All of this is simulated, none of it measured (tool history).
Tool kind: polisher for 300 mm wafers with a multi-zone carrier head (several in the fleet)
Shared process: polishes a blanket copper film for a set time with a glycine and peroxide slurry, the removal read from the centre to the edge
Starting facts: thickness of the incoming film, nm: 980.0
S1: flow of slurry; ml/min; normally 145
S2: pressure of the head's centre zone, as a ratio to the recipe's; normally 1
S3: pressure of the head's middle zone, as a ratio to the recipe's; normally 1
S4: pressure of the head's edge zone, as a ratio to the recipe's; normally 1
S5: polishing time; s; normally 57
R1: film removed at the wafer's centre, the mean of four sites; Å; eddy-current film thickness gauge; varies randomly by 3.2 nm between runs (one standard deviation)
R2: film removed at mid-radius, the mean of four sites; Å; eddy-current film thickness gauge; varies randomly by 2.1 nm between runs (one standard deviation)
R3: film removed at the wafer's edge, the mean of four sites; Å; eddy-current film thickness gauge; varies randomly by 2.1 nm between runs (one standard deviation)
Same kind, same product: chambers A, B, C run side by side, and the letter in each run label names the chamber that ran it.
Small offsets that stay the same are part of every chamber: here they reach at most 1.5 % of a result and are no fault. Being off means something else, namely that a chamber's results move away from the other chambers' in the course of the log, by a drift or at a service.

run     day   S1    S2    S3    S4  S5      R1      R2      R3
        0.1  -- chamber C: worn pad replaced by a new one
 1C   0.371  145     1     1     1  57  2211.8  2287.7  2243.4
 2A   0.704  145     1     1     1  57  2326.7  2304.7  2264.3
 3B   1.133  145     1     1     1  57  2269.4  2250.6  2289.2
 4C   1.704  145     1     1     1  57    2293  2286.3  2274.5
      1.983  -- chamber B: centre zone pressure recalibrated
      2.142  -- chamber B: worn pad replaced by a new one
 5B   2.254  145     1     1     1  57  2267.5  2224.3    2279
 6A   2.612  145     1     1     1  57  2257.6  2291.8  2232.2
 7C   2.954  145     1     1     1  57  2281.8  2312.8  2229.5
      2.975  -- chamber C: worn pad replaced by a new one
 8B   3.354  145     1     1     1  57  2270.3  2231.5    2291
 9A   3.854  145     1     1     1  57  2289.8  2256.3  2231.4
10A   4.233  145     1     1     1  57  2231.4  2223.7  2243.7
11B   4.658  145     1     1     1  57  2257.2  2237.8  2318.3
12C    5.25  145  1.08  0.95     1  57  2479.8  2149.9  2252.9
      5.404  -- chamber B: worn pad replaced by a new one
13B   5.742  145  1.08  0.95     1  57  2413.7  2122.6  2271.2
      5.917  -- chamber C: worn pad replaced by a new one
14C   6.158  145  1.08  0.95     1  57  2456.1  2201.3  2315.3
15A   6.654  145     1  0.93     1  57  2203.2  2052.2  2209.2
16C   6.962  145     1  0.93     1  57    2238  2165.2  2289.9
17A   7.383  145     1  0.93     1  57  2197.1  2065.7    2162
18B   7.854  145     1     1     1  57  2216.4  2280.3  2273.8
19B   8.221  145     1     1     1  57  2271.9  2255.7  2265.3
20C    8.65  145     1     1  0.93  57  2245.2  2259.6  2166.2
      8.696  -- chamber B: worn pad replaced by a new one
      8.788  -- chamber B: slurry nozzle cleaned
      8.821  -- chamber C: worn pad replaced by a new one
21A   8.925  145     1     1  0.93  57  2163.9  2177.6  2066.2
22C   9.196  145     1     1  0.93  57    2193  2284.4  2204.9
      9.254  -- chamber C: edge zone pressure recalibrated
23B   9.608  145     1     1     1  57  2235.8  2286.9  2272.3
24A  10.142  145     1     1     1  57  2153.7    2147  2142.6
25C  10.592  145     1     1     1  57  2267.2  2296.7  2247.4
26A  10.979  145     1     1     1  57  2140.2  2114.9  2137.6
27B  11.567  145     1     1     1  57  2346.9  2293.8  2288.9
28B  12.021  145     1     1     1  57  2294.2  2276.8  2293.7
     12.117  -- chamber B: worn pad replaced by a new one
     12.171  -- chamber C: worn pad replaced by a new one
29A    12.3  145     1     1     1  57  2110.8  2122.3  2116.9
     12.583  -- chamber C: slurry nozzle cleaned
30C  12.771  145     1     1  1.07  39  1536.1  1567.8  1634.5
31B  13.167  145     1     1  1.07  39    1541  1541.9  1653.9
32A  13.771  145     1     1  1.07  39  1420.9  1449.1  1470.3
33C  14.229  145     1     1   0.9  42  1641.1  1683.2  1585.4
34A  14.625  145     1     1   0.9  42  1545.5  1506.2    1441

What goes on in this fleet: one chamber off, a drifting gauge, or nothing beyond the chambers' own small offsets? Name the chamber and the cause, if any.

Chamber A drifts away from the others.
What lies behind it: removal rate lost through wear of the pad, % = 8.8.
The log may not separate it from: slurry flow missing at the pad, %.

Here are 4 candidates for chamber A's next run, each the usual settings with a change, their results left as question marks. Which one brings its results back in line with what the others give on the usual settings?
A result is in line if it is within this distance of the other chambers' mean on the usual settings: R1 110 Å; R2 73 Å; R3 74 Å
35A-1  15.058  145   1   1     1  55   ?   ?   ?
35A-2  15.058  145   1   1     1  59   ?   ?   ?
35A-3  15.058  145   1   1  1.01  62   ?   ?   ?
35A-4  15.058  145   1   1  0.99  52   ?   ?   ?

Usual-settings mean across the other chambers: R1 2263.2 Å; R2 2279.6 Å; R3 2278.6 Å
  run      R1      R2      R3
35A-1  1982.5  2006.5  1994.8
35A-2  2126.7  2152.4  2139.9
35A-3  2234.9  2261.8  2260.5
35A-4  1874.4  1897.1  1876.2
The right change is 35A-3: it brings the chamber back within the allowed miss of the others.
